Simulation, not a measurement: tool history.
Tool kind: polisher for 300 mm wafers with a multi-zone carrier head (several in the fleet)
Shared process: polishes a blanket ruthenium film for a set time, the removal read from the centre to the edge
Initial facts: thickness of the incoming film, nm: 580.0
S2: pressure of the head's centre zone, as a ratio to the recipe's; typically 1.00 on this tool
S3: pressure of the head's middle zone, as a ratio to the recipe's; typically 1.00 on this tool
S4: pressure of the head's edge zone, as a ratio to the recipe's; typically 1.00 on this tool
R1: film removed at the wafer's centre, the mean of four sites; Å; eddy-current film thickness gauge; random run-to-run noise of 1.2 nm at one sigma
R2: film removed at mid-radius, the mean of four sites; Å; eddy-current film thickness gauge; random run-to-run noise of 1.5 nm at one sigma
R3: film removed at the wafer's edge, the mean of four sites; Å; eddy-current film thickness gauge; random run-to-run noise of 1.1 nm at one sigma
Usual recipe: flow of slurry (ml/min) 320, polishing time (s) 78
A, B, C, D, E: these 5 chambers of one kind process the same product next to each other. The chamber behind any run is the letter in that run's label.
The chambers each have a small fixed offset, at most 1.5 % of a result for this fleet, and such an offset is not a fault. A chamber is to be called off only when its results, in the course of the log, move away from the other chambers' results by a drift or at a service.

-- day=0.204 chamber E: slurry nozzle cleaned
run 1C day=0.542 | flow_of_slurry_(ml/min)=320 S2=1.00 S3=1.00 S4=1.00 polishing_time_(s)=78 | R1=1189.4 R2=1183.0 R3=1200.2
-- day=0.800 chamber A: worn pad replaced by a new one
run 2E day=0.971 | flow_of_slurry_(ml/min)=320 S2=1.00 S3=1.00 S4=1.00 polishing_time_(s)=78 | R1=1191.2 R2=1178.9 R3=1203.4
run 3B day=1.267 | flow_of_slurry_(ml/min)=320 S2=1.00 S3=1.00 S4=1.00 polishing_time_(s)=78 | R1=1186.4 R2=1195.8 R3=1201.4
-- day=1.454 chamber A: centre zone pressure recalibrated
run 4A day=1.650 | flow_of_slurry_(ml/min)=320 S2=1.00 S3=1.00 S4=1.00 polishing_time_(s)=78 | R1=1204.8 R2=1215.0 R3=1199.8
run 5D day=2.017 | flow_of_slurry_(ml/min)=320 S2=1.00 S3=1.00 S4=1.00 polishing_time_(s)=78 | R1=1194.3 R2=1168.5 R3=1189.0
-- day=2.100 chamber D: worn pad replaced by a new one
run 6E day=2.379 | flow_of_slurry_(ml/min)=225 S2=1.00 S3=1.00 S4=1.00 polishing_time_(s)=78 | R1=1137.5 R2=1129.2 R3=1163.2
run 7B day=2.650 | flow_of_slurry_(ml/min)=225 S2=1.00 S3=1.00 S4=1.00 polishing_time_(s)=78 | R1=1121.3 R2=1157.1 R3=1154.1
-- day=2.842 chamber B: centre zone pressure recalibrated
-- day=2.858 chamber B: worn pad replaced by a new one
run 8A day=3.108 | flow_of_slurry_(ml/min)=225 S2=1.00 S3=1.00 S4=1.00 polishing_time_(s)=78 | R1=1145.3 R2=1158.4 R3=1153.0
-- day=3.429 chamber C: worn pad replaced by a new one
run 9D day=3.679 | flow_of_slurry_(ml/min)=225 S2=1.00 S3=1.00 S4=1.00 polishing_time_(s)=78 | R1=1140.3 R2=1160.0 R3=1139.9
-- day=3.754 chamber D: edge zone pressure recalibrated
run 10C day=4.192 | flow_of_slurry_(ml/min)=225 S2=1.00 S3=1.00 S4=1.00 polishing_time_(s)=78 | R1=1117.3 R2=1135.9 R3=1145.2
run 11E day=4.608 | flow_of_slurry_(ml/min)=320 S2=1.00 S3=1.00 S4=1.00 polishing_time_(s)=78 | R1=1167.9 R2=1181.6 R3=1206.1
-- day=4.754 chamber D: worn pad replaced by a new one
run 12C day=5.162 | flow_of_slurry_(ml/min)=320 S2=1.00 S3=1.00 S4=1.00 polishing_time_(s)=78 | R1=1178.8 R2=1177.3 R3=1195.6
run 13A day=5.771 | flow_of_slurry_(ml/min)=320 S2=1.00 S3=1.00 S4=1.00 polishing_time_(s)=78 | R1=1201.1 R2=1205.9 R3=1203.4
run 14D day=6.196 | flow_of_slurry_(ml/min)=320 S2=1.00 S3=1.00 S4=1.00 polishing_time_(s)=78 | R1=1205.2 R2=1179.1 R3=1179.7
run 15B day=6.708 | flow_of_slurry_(ml/min)=320 S2=1.07 S3=1.00 S4=1.11 polishing_time_(s)=78 | R1=1285.8 R2=1196.7 R3=1254.0
run 16A day=7.333 | flow_of_slurry_(ml/min)=320 S2=1.07 S3=1.00 S4=1.11 polishing_time_(s)=78 | R1=1268.3 R2=1188.0 R3=1261.6
-- day=7.542 chamber A: worn pad replaced by a new one
-- day=7.621 chamber B: worn pad replaced by a new one
run 17B day=7.862 | flow_of_slurry_(ml/min)=320 S2=1.07 S3=1.00 S4=1.11 polishing_time_(s)=78 | R1=1270.6 R2=1201.6 R3=1272.8
-- day=7.933 chamber A: edge zone pressure recalibrated
-- day=8.100 chamber D: worn pad replaced by a new one
-- day=8.171 chamber B: slurry nozzle cleaned
run 18D day=8.438 | flow_of_slurry_(ml/min)=320 S2=1.07 S3=1.00 S4=1.11 polishing_time_(s)=78 | R1=1297.4 R2=1181.9 R3=1242.4
-- day=8.729 chamber C: worn pad replaced by a new one
run 19C day=8.942 | flow_of_slurry_(ml/min)=320 S2=1.07 S3=1.00 S4=1.11 polishing_time_(s)=78 | R1=1257.2 R2=1142.5 R3=1259.9
run 20E day=9.546 | flow_of_slurry_(ml/min)=320 S2=1.00 S3=1.00 S4=1.00 polishing_time_(s)=78 | R1=1152.6 R2=1107.3 R3=1164.0
run 21A day=10.096 | flow_of_slurry_(ml/min)=320 S2=1.00 S3=1.04 S4=1.00 polishing_time_(s)=78 | R1=1187.4 R2=1233.7 R3=1177.7
-- day=10.300 chamber E: slurry nozzle cleaned
run 22B day=10.604 | flow_of_slurry_(ml/min)=320 S2=1.00 S3=1.04 S4=1.00 polishing_time_(s)=78 | R1=1176.6 R2=1217.3 R3=1196.5
run 23C day=10.875 | flow_of_slurry_(ml/min)=320 S2=1.00 S3=1.04 S4=1.00 polishing_time_(s)=78 | R1=1155.6 R2=1230.5 R3=1214.5
-- day=10.958 chamber E: edge zone pressure recalibrated
-- day=11.012 chamber D: worn pad replaced by a new one
run 24D day=11.404 | flow_of_slurry_(ml/min)=320 S2=1.00 S3=1.04 S4=1.00 polishing_time_(s)=78 | R1=1184.9 R2=1242.8 R3=1181.2
-- day=11.692 chamber B: worn pad replaced by a new one
run 25E day=11.917 | flow_of_slurry_(ml/min)=320 S2=1.00 S3=1.04 S4=1.00 polishing_time_(s)=78 | R1=1107.7 R2=1170.6 R3=1127.8
run 26E day=12.242 | flow_of_slurry_(ml/min)=320 S2=1.00 S3=1.00 S4=1.00 polishing_time_(s)=78 | R1=1110.8 R2=1111.9 R3=1123.3
-- day=12.408 chamber D: slurry nozzle cleaned
run 27D day=12.658 | flow_of_slurry_(ml/min)=320 S2=1.00 S3=1.00 S4=1.00 polishing_time_(s)=78 | R1=1155.0 R2=1178.2 R3=1181.4
run 28B day=13.125 | flow_of_slurry_(ml/min)=320 S2=1.00 S3=1.00 S4=1.00 polishing_time_(s)=78 | R1=1189.8 R2=1173.4 R3=1182.9
run 29C day=13.462 | flow_of_slurry_(ml/min)=365 S2=0.96 S3=1.00 S4=1.00 polishing_time_(s)=78 | R1=1152.1 R2=1168.8 R3=1208.5
run 30A day=13.962 | flow_of_slurry_(ml/min)=365 S2=0.96 S3=1.00 S4=1.00 polishing_time_(s)=78 | R1=1168.3 R2=1207.4 R3=1227.7
-- day=13.983 chamber A: worn pad replaced by a new one
run 31A day=14.429 | flow_of_slurry_(ml/min)=365 S2=0.96 S3=1.00 S4=1.00 polishing_time_(s)=78 | R1=1150.9 R2=1213.7 R3=1202.7

Predict what each chamber gives when all 5 of them run the settings below next.
run 32A day=14.875 | flow_of_slurry_(ml/min)=320 S2=1.00 S3=1.00 S4=1.00 polishing_time_(s)=78 | R1=? R2=? R3=?
run 32B day=14.875 | flow_of_slurry_(ml/min)=320 S2=1.00 S3=1.00 S4=1.00 polishing_time_(s)=78 | R1=? R2=? R3=?
run 32C day=14.875 | flow_of_slurry_(ml/min)=320 S2=1.00 S3=1.00 S4=1.00 polishing_time_(s)=78 | R1=? R2=? R3=?
run 32D day=14.875 | flow_of_slurry_(ml/min)=320 S2=1.00 S3=1.00 S4=1.00 polishing_time_(s)=78 | R1=? R2=? R3=?
run 32E day=14.875 | flow_of_slurry_(ml/min)=320 S2=1.00 S3=1.00 S4=1.00 polishing_time_(s)=78 | R1=? R2=? R3=?

run=32A R1=1185.7 R2=1202.6 R3=1185.1
run=32B R1=1195.1 R2=1195.7 R3=1184.4
run=32C R1=1182.6 R2=1182.1 R3=1194.9
run=32D R1=1167.7 R2=1207.2 R3=1194.2
run=32E R1=1107.3 R2=1096.9 R3=1086.8
